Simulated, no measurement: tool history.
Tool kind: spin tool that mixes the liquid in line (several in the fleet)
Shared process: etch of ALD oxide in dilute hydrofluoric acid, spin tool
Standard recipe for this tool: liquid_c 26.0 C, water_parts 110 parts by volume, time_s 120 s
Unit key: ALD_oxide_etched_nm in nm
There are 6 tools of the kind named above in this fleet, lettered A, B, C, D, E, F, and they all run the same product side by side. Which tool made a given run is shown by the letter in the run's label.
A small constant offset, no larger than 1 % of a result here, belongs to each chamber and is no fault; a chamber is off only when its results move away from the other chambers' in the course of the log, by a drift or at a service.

run,hour,liquid_c,water_parts,time_s,"read-back film thickness of the ALD oxide reference wafer, read on the same gauge (nm)",ALD_oxide_etched_nm
# hour 2.5: chamber A: hydrofluoric acid flow meter replaced
1B,9.6,26.0,110,120,130.00,38.513
2D,21.4,26.0,110,120,130.01,38.445
# hour 23.7: chamber F: hydrofluoric acid flow meter replaced
3F,33.8,26.0,110,120,130.01,38.387
4A,41.5,26.0,110,120,129.99,38.009
# hour 47.2: chamber E: hydrofluoric acid flow meter replaced
5E,50.8,26.0,110,120,130.00,37.658
# hour 52.2: chamber B: hydrofluoric acid flow meter replaced
6C,59.0,26.0,110,120,130.01,37.944
7A,71.2,26.0,110,120,129.99,37.967
8F,77.9,26.0,110,120,129.98,38.581
9B,87.8,29.5,110,120,130.00,43.646
10C,99.2,29.5,110,120,129.99,43.053
11D,106.3,29.5,110,120,130.01,43.814
12E,119.1,29.5,110,120,130.00,43.024
13E,128.8,29.5,110,120,130.00,43.146
14A,137.9,29.5,110,120,130.02,43.244
15B,144.6,26.0,110,120,129.98,38.330
16C,155.3,26.0,110,120,130.02,37.763
17D,164.9,26.0,110,120,129.99,38.199
18F,173.2,26.0,110,120,130.00,38.305
19C,180.2,26.0,110,100,130.03,31.296
20E,192.2,26.0,110,100,130.00,31.695
21D,204.7,26.0,110,100,129.99,32.017
22F,216.6,26.0,110,100,129.99,31.850
23A,226.0,26.0,110,100,129.97,31.623
24B,234.1,26.0,110,100,130.00,31.802
25C,242.0,26.0,110,120,130.00,37.326
26B,251.5,26.0,110,180,130.01,57.643
27F,259.6,26.0,110,180,130.02,57.548
28E,265.4,26.0,110,180,130.01,56.395
29D,272.7,26.0,110,180,130.00,57.044
30A,282.7,26.0,110,180,129.99,56.410
31D,293.3,26.0,110,180,130.00,56.947
32E,302.6,26.0,110,120,130.00,37.612
33B,309.0,26.0,145,120,129.99,27.823
34F,315.4,26.0,145,120,130.00,27.990
# hour 319.1: chamber B: thermometer replaced
35C,327.4,26.0,145,120,129.99,27.429
36A,338.1,26.0,145,120,130.00,27.645
37C,348.7,26.0,145,120,129.99,27.715
38A,359.5,26.0,145,120,130.00,27.677
39B,368.5,26.0,110,120,130.00,38.202
40F,375.9,27.5,110,120,130.01,40.399
41D,386.6,27.5,110,120,130.00,40.362
42E,393.8,27.5,110,120,130.00,40.027
43B,400.4,27.5,110,120,130.00,40.589
44F,407.0,27.5,110,120,129.99,40.398

Next, all 6 chambers run the settings below, one line each with question marks for the results. What does each chamber give?
45A,416.2,26.0,110,120,,?
45B,416.2,26.0,110,120,,?
45C,416.2,26.0,110,120,,?
45D,416.2,26.0,110,120,,?
45E,416.2,26.0,110,120,,?
45F,416.2,26.0,110,120,,?

run,ALD_oxide_etched_nm
45A,38.045
45B,38.288
45C,37.875
45D,38.239
45E,37.832
45F,38.097

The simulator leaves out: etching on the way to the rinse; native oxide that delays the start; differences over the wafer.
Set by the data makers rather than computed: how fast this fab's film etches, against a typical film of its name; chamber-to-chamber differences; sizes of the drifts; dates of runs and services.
